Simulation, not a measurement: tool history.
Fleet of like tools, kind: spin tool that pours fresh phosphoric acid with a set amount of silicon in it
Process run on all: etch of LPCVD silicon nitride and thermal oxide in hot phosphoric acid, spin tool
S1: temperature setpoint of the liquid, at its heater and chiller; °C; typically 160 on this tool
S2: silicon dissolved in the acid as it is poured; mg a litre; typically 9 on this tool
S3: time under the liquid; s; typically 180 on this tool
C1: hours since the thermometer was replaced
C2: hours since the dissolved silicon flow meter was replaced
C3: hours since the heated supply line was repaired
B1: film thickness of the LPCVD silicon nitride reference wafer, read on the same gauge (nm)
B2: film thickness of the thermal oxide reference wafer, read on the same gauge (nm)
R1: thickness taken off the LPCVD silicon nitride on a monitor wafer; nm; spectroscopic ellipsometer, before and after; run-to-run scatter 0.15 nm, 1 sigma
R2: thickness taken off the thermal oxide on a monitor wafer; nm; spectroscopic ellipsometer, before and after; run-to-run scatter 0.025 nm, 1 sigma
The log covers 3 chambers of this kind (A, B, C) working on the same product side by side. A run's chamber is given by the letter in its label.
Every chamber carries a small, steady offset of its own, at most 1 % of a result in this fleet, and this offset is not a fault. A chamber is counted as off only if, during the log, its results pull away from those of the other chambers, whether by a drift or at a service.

run 1B hour=14.5 | S1=160 S2=9 S3=180 | C1=893 C2=622.6 C3=447.3 | B1=150.02 B2=119.99 | R1=15.153 R2=0.40568
run 2C hour=23.8 | S1=160 S2=9 S3=180 | C1=806.8 C2=58.3 C3=74.1 | B1=150.01 B2=119.98 | R1=14.595 R2=0.47769
run 3A hour=31.3 | S1=160 S2=9 S3=180 | C1=1714.8 C2=1460.4 C3=1189.6 | B1=150 B2=119.99 | R1=15.038 R2=0.36039
run 4B hour=45.5 | S1=160 S2=9 S3=180 | C1=924 C2=653.6 C3=478.3 | B1=150.01 B2=119.99 | R1=15.028 R2=0.37842
-- hour=56.3 chamber A: thermometer replaced
run 5C hour=59.7 | S1=160 S2=9 S3=180 | C1=842.7 C2=94.2 C3=110 | B1=150 B2=119.98 | R1=14.963 R2=0.43572
run 6A hour=75.4 | S1=160 S2=9 S3=180 | C1=19.1 C2=1504.5 C3=1233.7 | B1=150 B2=120 | R1=14.858 R2=0.47192
run 7C hour=86.2 | S1=160 S2=9 S3=180 | C1=869.2 C2=120.7 C3=136.5 | B1=149.99 B2=119.99 | R1=14.867 R2=0.44309
run 8A hour=95.8 | S1=160 S2=9 S3=260 | C1=39.5 C2=1524.9 C3=1254.1 | B1=150 B2=120.01 | R1=21.473 R2=0.60769
run 9B hour=104.6 | S1=160 S2=9 S3=260 | C1=983.1 C2=712.7 C3=537.4 | B1=150.01 B2=119.98 | R1=21.454 R2=0.57341
run 10B hour=118.5 | S1=160 S2=9 S3=260 | C1=997 C2=726.6 C3=551.3 | B1=150.01 B2=120.03 | R1=21.61 R2=0.69276
run 11A hour=127.1 | S1=160 S2=9 S3=180 | C1=70.8 C2=1556.2 C3=1285.4 | B1=150.01 B2=120.01 | R1=15.125 R2=0.47517
run 12C hour=139.8 | S1=160 S2=9 S3=180 | C1=922.8 C2=174.3 C3=190.1 | B1=150 B2=119.99 | R1=15.029 R2=0.38762
run 13C hour=151.2 | S1=160 S2=9 S3=180 | C1=934.2 C2=185.7 C3=201.5 | B1=150.01 B2=120 | R1=14.94 R2=0.3571
run 14A hour=161.9 | S1=160 S2=9 S3=180 | C1=105.6 C2=1591 C3=1320.2 | B1=149.99 B2=120 | R1=14.999 R2=0.43915
run 15B hour=174.6 | S1=160 S2=9 S3=180 | C1=1053.1 C2=782.7 C3=607.4 | B1=150.01 B2=119.97 | R1=14.765 R2=0.38084
run 16A hour=189.1 | S1=160 S2=9 S3=180 | C1=132.8 C2=1618.2 C3=1347.4 | B1=149.99 B2=119.99 | R1=14.841 R2=0.44533
-- hour=196 chamber A: dissolved silicon flow meter replaced
run 17B hour=197.2 | S1=160 S2=9 S3=180 | C1=1075.7 C2=805.3 C3=630 | B1=149.98 B2=119.99 | R1=14.757 R2=0.40537
run 18C hour=212.5 | S1=160 S2=9 S3=180 | C1=995.5 C2=247 C3=262.8 | B1=149.99 B2=119.98 | R1=14.895 R2=0.42737
run 19A hour=225.4 | S1=160 S2=9 S3=180 | C1=169.1 C2=29.4 C3=1383.7 | B1=150.02 B2=119.98 | R1=15.077 R2=0.44518
run 20C hour=235.9 | S1=160 S2=9 S3=130 | C1=1018.9 C2=270.4 C3=286.2 | B1=150.01 B2=119.95 | R1=10.953 R2=0.30625
run 21B hour=246.2 | S1=160 S2=9 S3=130 | C1=1124.7 C2=854.3 C3=679 | B1=150 B2=119.99 | R1=10.54 R2=0.27167
run 22B hour=255.7 | S1=160 S2=9 S3=130 | C1=1134.2 C2=863.8 C3=688.5 | B1=149.98 B2=119.97 | R1=10.474 R2=0.28047
run 23A hour=266.5 | S1=160 S2=9 S3=180 | C1=210.2 C2=70.5 C3=1424.8 | B1=150.02 B2=119.98 | R1=14.649 R2=0.43105
run 24C hour=280.7 | S1=160 S2=9 S3=180 | C1=1063.7 C2=315.2 C3=331 | B1=149.99 B2=120 | R1=14.909 R2=0.46749
run 25A hour=293.3 | S1=160 S2=9 S3=180 | C1=237 C2=97.3 C3=1451.6 | B1=150.01 B2=119.99 | R1=14.928 R2=0.40188
run 26C hour=308.4 | S1=160 S2=9 S3=180 | C1=1091.4 C2=342.9 C3=358.7 | B1=149.99 B2=120.02 | R1=15.098 R2=0.44126
run 27B hour=317.1 | S1=160 S2=9 S3=180 | C1=1195.6 C2=925.2 C3=749.9 | B1=149.99 B2=120.01 | R1=14.074 R2=0.36287
run 28C hour=324.4 | S1=160 S2=5.5 S3=235 | C1=1107.4 C2=358.9 C3=374.7 | B1=149.99 B2=120 | R1=19.506 R2=0.61378
run 29A hour=333.9 | S1=160 S2=5.5 S3=235 | C1=277.6 C2=137.9 C3=1492.2 | B1=149.99 B2=120.01 | R1=19.484 R2=0.60341
run 30B hour=348.2 | S1=160 S2=5.5 S3=235 | C1=1226.7 C2=956.3 C3=781 | B1=150 B2=120.02 | R1=18.114 R2=0.46771
run 31B hour=358.7 | S1=160 S2=9 S3=180 | C1=1237.2 C2=966.8 C3=791.5 | B1=150 B2=120.02 | R1=13.997 R2=0.34598
run 32C hour=370.4 | S1=160 S2=9 S3=180 | C1=1153.4 C2=404.9 C3=420.7 | B1=150.02 B2=120.02 | R1=14.806 R2=0.4147
-- hour=372.8 chamber B: dissolved silicon flow meter replaced
run 33A hour=379.5 | S1=157 S2=9 S3=105 | C1=323.2 C2=183.5 C3=1537.8 | B1=150.01 B2=120.03 | R1=7.8043 R2=0.20512
run 34C hour=386.3 | S1=157 S2=9 S3=105 | C1=1169.3 C2=420.8 C3=436.6 | B1=150.02 B2=119.98 | R1=7.8375 R2=0.18619
run 35B hour=398.9 | S1=157 S2=9 S3=105 | C1=1277.4 C2=26.2 C3=831.7 | B1=149.99 B2=120.02 | R1=7.0557 R2=0.14576
run 36A hour=408.9 | S1=157.5 S2=3 S3=180 | C1=352.6 C2=212.9 C3=1567.2 | B1=150 B2=120 | R1=13.693 R2=0.41056
run 37C hour=417.6 | S1=157.5 S2=3 S3=180 | C1=1200.6 C2=452.1 C3=467.9 | B1=150 B2=120.02 | R1=13.812 R2=0.42477
run 38A hour=429.1 | S1=157.5 S2=3 S3=180 | C1=372.8 C2=233.1 C3=1587.4 | B1=150 B2=119.97 | R1=13.68 R2=0.40136

Has any chamber moved away from the others, gradually or after a service, or does the common gauge drift, or do the chambers differ only by their own small steady offsets? State the chamber and the most likely cause if one applies.

Chamber B drifts away from the others.
Most likely cause: temperature lost on the way to the wafer (K) = 3.12.
The log may not tell that from: liquid colder than its thermometer reads (K).

Which of the 4 candidates below, each the usual settings with something changed and its results left as question marks, puts chamber B back in line with what the other chambers give on the usual settings?
To be in line, a result may differ from the other chambers' mean on the usual settings by at most: R1 0.52 nm; R2 0.088 nm
run 39B-1 hour=440.4 | S1=159 S2=12.5 S3=170 | R1=? R2=?
run 39B-2 hour=440.4 | S1=160.5 S2=8 S3=180 | R1=? R2=?
run 39B-3 hour=440.4 | S1=159.5 S2=10 S3=180 | R1=? R2=?
run 39B-4 hour=440.4 | S1=161.5 S2=5.5 S3=190 | R1=? R2=?

The other chambers' mean on the usual settings: R1 14.823 nm; R2 0.41977 nm
run=39B-1 R1=12.307 R2=0.2719
run=39B-2 R1=13.724 R2=0.35696
run=39B-3 R1=13.26 R2=0.31678
run=39B-4 R1=14.996 R2=0.4283
39B-4 puts the chamber back in line with the other chambers.

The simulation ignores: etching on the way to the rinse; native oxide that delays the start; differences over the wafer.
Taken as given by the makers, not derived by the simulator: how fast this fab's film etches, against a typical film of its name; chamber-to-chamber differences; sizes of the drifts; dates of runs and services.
